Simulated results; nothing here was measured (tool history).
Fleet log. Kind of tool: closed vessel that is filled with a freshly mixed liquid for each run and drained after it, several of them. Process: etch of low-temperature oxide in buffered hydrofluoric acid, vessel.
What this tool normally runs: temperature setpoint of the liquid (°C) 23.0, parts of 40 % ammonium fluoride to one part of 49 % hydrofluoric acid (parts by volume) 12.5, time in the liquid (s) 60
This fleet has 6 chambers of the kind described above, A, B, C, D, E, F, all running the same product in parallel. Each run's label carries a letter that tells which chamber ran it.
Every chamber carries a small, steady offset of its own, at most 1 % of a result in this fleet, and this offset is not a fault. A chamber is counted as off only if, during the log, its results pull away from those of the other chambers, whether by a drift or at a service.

run,day,temperature setpoint of the liquid (°C),parts of 40 % ammonium fluoride to one part of 49 % hydrofluoric acid (parts by volume),time in the liquid (s),hours since the thermometer was replaced,hours since the hydrofluoric acid flow meter was replaced,"read-back film thickness of the low-temperature oxide reference wafer, read on the same gauge (nm)",thickness taken off the low-temperature oxide on a monitor wafer (Å)
1A,0.483,23.0,12.5,60,194.1,591.9,29.980,2428.7
2D,0.783,23.0,12.5,60,342.5,843.7,29.986,2429.7
3E,1.238,23.0,12.5,60,346.5,1574.9,30.001,2456.8
4F,1.492,23.0,12.5,60,247.1,68.9,29.967,2411.0
5C,1.779,23.0,12.5,60,1553.8,1540.2,29.986,2409.1
6B,2.229,23.0,12.5,60,210.2,627.9,30.017,2409.6
7E,2.588,23.0,12.5,60,378.9,1607.3,29.985,2482.0
8A,2.846,23.0,12.5,60,250.8,648.6,30.016,2418.0
9F,3.283,23.0,12.5,60,290.1,111.9,29.975,2391.5
10C,3.746,23.0,12.5,60,1601.0,1587.4,29.981,2428.9
11B,4.217,23.0,12.5,60,257.9,675.6,29.988,2456.7
12D,4.654,23.0,12.5,60,435.4,936.6,29.996,2445.9
13D,5.054,23.0,12.5,60,445.0,946.2,29.989,2416.4
# day 5.142: chamber C: thermometer replaced
14C,5.538,25.5,14.5,60,9.5,1630.4,30.005,2421.8
15B,5.992,25.5,14.5,60,300.5,718.2,29.979,2449.6
16A,6.371,25.5,14.5,60,335.4,733.2,29.987,2420.7
# day 6.738: chamber C: hydrofluoric acid flow meter replaced
17F,6.808,25.5,14.5,60,374.7,196.5,30.006,2384.1
18E,7.242,25.5,14.5,60,490.6,1719.0,29.993,2419.0
19A,7.542,25.5,14.5,60,363.5,761.3,29.980,2399.6
20C,7.862,23.0,12.5,60,65.3,27.1,29.966,2418.0
21B,8.117,23.0,12.5,60,351.5,769.2,30.023,2423.6
22D,8.583,23.0,12.5,60,529.7,1030.9,30.015,2447.9
23E,9.079,23.0,12.5,60,534.7,1763.1,29.999,2452.6
# day 9.288: chamber D: thermometer replaced
24F,9.533,23.0,12.5,60,440.1,261.9,29.967,2415.0
# day 9.738: chamber E: thermometer replaced
25C,9.921,20.5,15.5,60,114.7,76.5,30.008,1705.8
26F,10.346,20.5,15.5,60,459.6,281.4,30.024,1707.2
27B,10.717,20.5,15.5,60,413.9,831.6,29.969,1719.1
28E,11.162,20.5,15.5,60,34.3,1813.1,30.008,1733.4
29A,11.625,20.5,15.5,60,461.5,859.3,29.952,1792.9
30D,12.129,20.5,15.5,60,68.2,1116.0,29.995,1685.1
31F,12.496,23.0,12.5,60,511.2,333.0,30.030,2383.7
32D,12.929,23.0,12.5,60,87.4,1135.2,30.012,2416.5
33C,13.396,23.0,12.5,60,198.1,159.9,30.015,2422.5
34E,13.846,23.0,12.5,60,98.7,1877.5,29.995,2459.0
35B,14.333,25.5,14.5,60,500.7,918.4,29.988,2437.2
36A,14.654,25.5,14.5,60,534.2,932.0,30.002,2579.2
37E,14.933,25.5,14.5,60,124.8,1903.6,29.992,2406.0
38A,15.383,25.5,14.5,60,551.7,949.5,29.988,2608.2
39D,15.721,25.5,14.5,60,154.4,1202.2,30.004,2411.0
40F,15.983,25.5,14.5,60,594.9,416.7,30.005,2377.2
41C,16.254,23.0,12.5,60,266.7,228.5,29.987,2408.5
42B,16.721,23.0,12.5,60,558.0,975.7,30.019,2455.3
43F,17.079,23.0,12.5,60,621.2,443.0,29.967,2431.1

Which is it: a chamber that has drifted or been left off by a service, a gauge drift common to all chambers, or only each chamber's usual small offset? If a chamber is off, name it and its likeliest cause.

Little by little, chamber A moves away from the other chambers.
Cause: hydrofluoric acid flow above the setpoint (%) = 10.9.
The log may not separate it from: liquid hotter than its thermometer reads (K).

Below are 4 candidate recipes for chamber A's next run, each the usual settings with a change, their results shown as question marks. Which of them brings A's results back in line with what the other chambers give on the usual settings?
In line means no further than this from the other chambers' mean on the usual settings: thickness taken off the low-temperature oxide on a monitor wafer (Å) 63.0
44A-1,17.446,23.5,11.5,60,,,,?
44A-2,17.446,19.5,12.5,60,,,,?
44A-3,17.446,26.5,12.5,60,,,,?
44A-4,17.446,22.5,13.5,60,,,,?

Average result of the remaining chambers running the usual settings: thickness taken off the low-temperature oxide on a monitor wafer (Å) 2429.0
run,thickness taken off the low-temperature oxide on a monitor wafer (Å)
44A-1,3000.5
44A-2,2215.1
44A-3,3256.3
44A-4,2429.4
It is 44A-4 that realigns the chamber with its peers.

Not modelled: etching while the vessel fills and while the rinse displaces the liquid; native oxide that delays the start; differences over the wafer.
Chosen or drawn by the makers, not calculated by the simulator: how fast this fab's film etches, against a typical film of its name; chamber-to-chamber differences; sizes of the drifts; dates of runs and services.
